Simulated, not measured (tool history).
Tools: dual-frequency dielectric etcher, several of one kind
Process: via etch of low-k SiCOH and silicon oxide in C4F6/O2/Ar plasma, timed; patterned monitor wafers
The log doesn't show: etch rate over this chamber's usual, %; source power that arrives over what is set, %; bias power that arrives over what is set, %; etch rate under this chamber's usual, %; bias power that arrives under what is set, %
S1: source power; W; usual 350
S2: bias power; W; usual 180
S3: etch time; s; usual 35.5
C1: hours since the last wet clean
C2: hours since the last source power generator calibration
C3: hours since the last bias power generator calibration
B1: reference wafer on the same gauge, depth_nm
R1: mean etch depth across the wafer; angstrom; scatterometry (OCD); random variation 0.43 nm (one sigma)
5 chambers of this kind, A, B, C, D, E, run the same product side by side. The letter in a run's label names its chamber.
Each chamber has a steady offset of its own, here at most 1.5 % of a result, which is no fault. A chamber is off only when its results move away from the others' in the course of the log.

run,hour,S1,S2,S3,C1,C2,C3,B1,R1
1B,8.4,350,180,35.5,153.8,2814.6,1074.5,98.06,879.19
2A,16.8,350,180,35.5,333.9,184.9,3758.8,97.973,884.7
3E,23.7,350,180,35.5,218.3,453.3,2597.9,97.95,893.95
4D,32.4,350,180,35.5,161.3,1505.5,683.5,98.034,888.36
5C,37.6,310,180,35.5,240.1,3748.1,2405.6,97.996,841.15
6A,47.1,310,180,35.5,364.2,215.2,3789.1,98.165,849.62
7D,56,310,180,35.5,184.9,1529.1,707.1,97.959,851.49
8B,61.1,310,180,35.5,206.5,2867.3,1127.2,97.921,831.87
9C,70.7,310,180,35.5,273.2,3781.2,2438.7,98.008,841.78
10E,79.9,350,180,35.5,274.5,509.5,2654.1,97.923,884.44
11D,88.7,350,180,35.5,217.6,1561.8,739.8,98.054,890.88
12C,98.6,350,180,35.5,301.1,3809.1,2466.6,98.01,874.52
13A,107.1,350,180,35.5,424.2,275.2,3849.1,97.943,885.73
14B,116.6,350,180,35.5,262,2922.8,1182.7,98.004,868.65
15E,122.5,350,180,35.5,317.1,552.1,2696.7,98.099,884.67
16B,128.1,350,180,35.5,273.5,2934.3,1194.2,98.011,860.89
17A,135.3,350,180,35.5,452.4,303.4,3877.3,98.101,894.51
18D,143.1,350,180,35.5,272,1616.2,794.2,98.001,897.25
# hour 149: chamber A: wet clean of the chamber
19E,149.2,280,180,35.5,343.8,578.8,2723.4,98.111,811.52
20C,159,280,180,35.5,361.5,3869.5,2527,98.043,808.44
21A,169.5,280,180,35.5,20.5,337.6,3911.5,98.026,822.35
22C,177.4,280,180,35.5,379.9,3887.9,2545.4,97.975,806.61
23E,185.5,280,180,35.5,380.1,615.1,2759.7,97.992,818.09
24D,190.8,350,180,35.5,319.7,1663.9,841.9,97.946,892.4
25B,196.3,290,180,31,341.7,3002.5,1262.4,98.125,688.9
26E,202.4,290,180,31,397,632,2776.6,97.982,724.81
27B,211.3,290,180,31,356.7,3017.5,1277.4,98.005,693.37
28C,220.8,290,180,31,423.3,3931.3,2588.8,97.985,715.11
29D,226.1,290,180,31,355,1699.2,877.2,98.01,721.42
30A,236.1,350,180,35.5,87.1,404.2,3978.1,98.039,898.8
# hour 238.9: chamber A: bias power generator calibrated
31B,244.1,350,180,35.5,389.5,3050.3,1310.2,98.082,851.52
32E,251.2,350,180,35.5,445.8,680.8,2825.4,98.025,887.3
33C,259.3,350,180,35.5,461.8,3969.8,2627.3,98.142,884.6
34A,267.7,350,180,35.5,118.7,435.8,28.8,98.007,894.28
35D,274,350,180,35.5,402.9,1747.1,925.1,97.976,888.14
36C,282.2,350,180,35.5,484.7,3992.7,2650.2,98.135,886.9
37B,291.7,350,180,35.5,437.1,3097.9,1357.8,97.938,837.24

Is one chamber off against the others, does the gauge drift, or is nothing wrong? If a chamber is off, say which, and what the likeliest cause is.

Chamber B drifts away from the others.
Cause: etch rate under this chamber's usual, % = 4.4.

Here are 4 candidates for chamber B's next run, each the usual settings with a change, their results left as question marks. Which one brings its results back in line with what the others give on the usual settings?
In line means no further than this from the other chambers' mean on the usual settings: R1 15 angstrom
38B-1,299.5,350,211,35.5,,,,,?
38B-2,299.5,350,180,33.5,,,,,?
38B-3,299.5,360,183,38,,,,,?
38B-4,299.5,350,176,32.5,,,,,?

The other chambers' mean on the usual settings: R1 888.04 angstrom
run,R1
38B-1,885.18
38B-2,792.79
38B-3,914.2
38B-4,763.56
38B-1 brings the chamber back in line.

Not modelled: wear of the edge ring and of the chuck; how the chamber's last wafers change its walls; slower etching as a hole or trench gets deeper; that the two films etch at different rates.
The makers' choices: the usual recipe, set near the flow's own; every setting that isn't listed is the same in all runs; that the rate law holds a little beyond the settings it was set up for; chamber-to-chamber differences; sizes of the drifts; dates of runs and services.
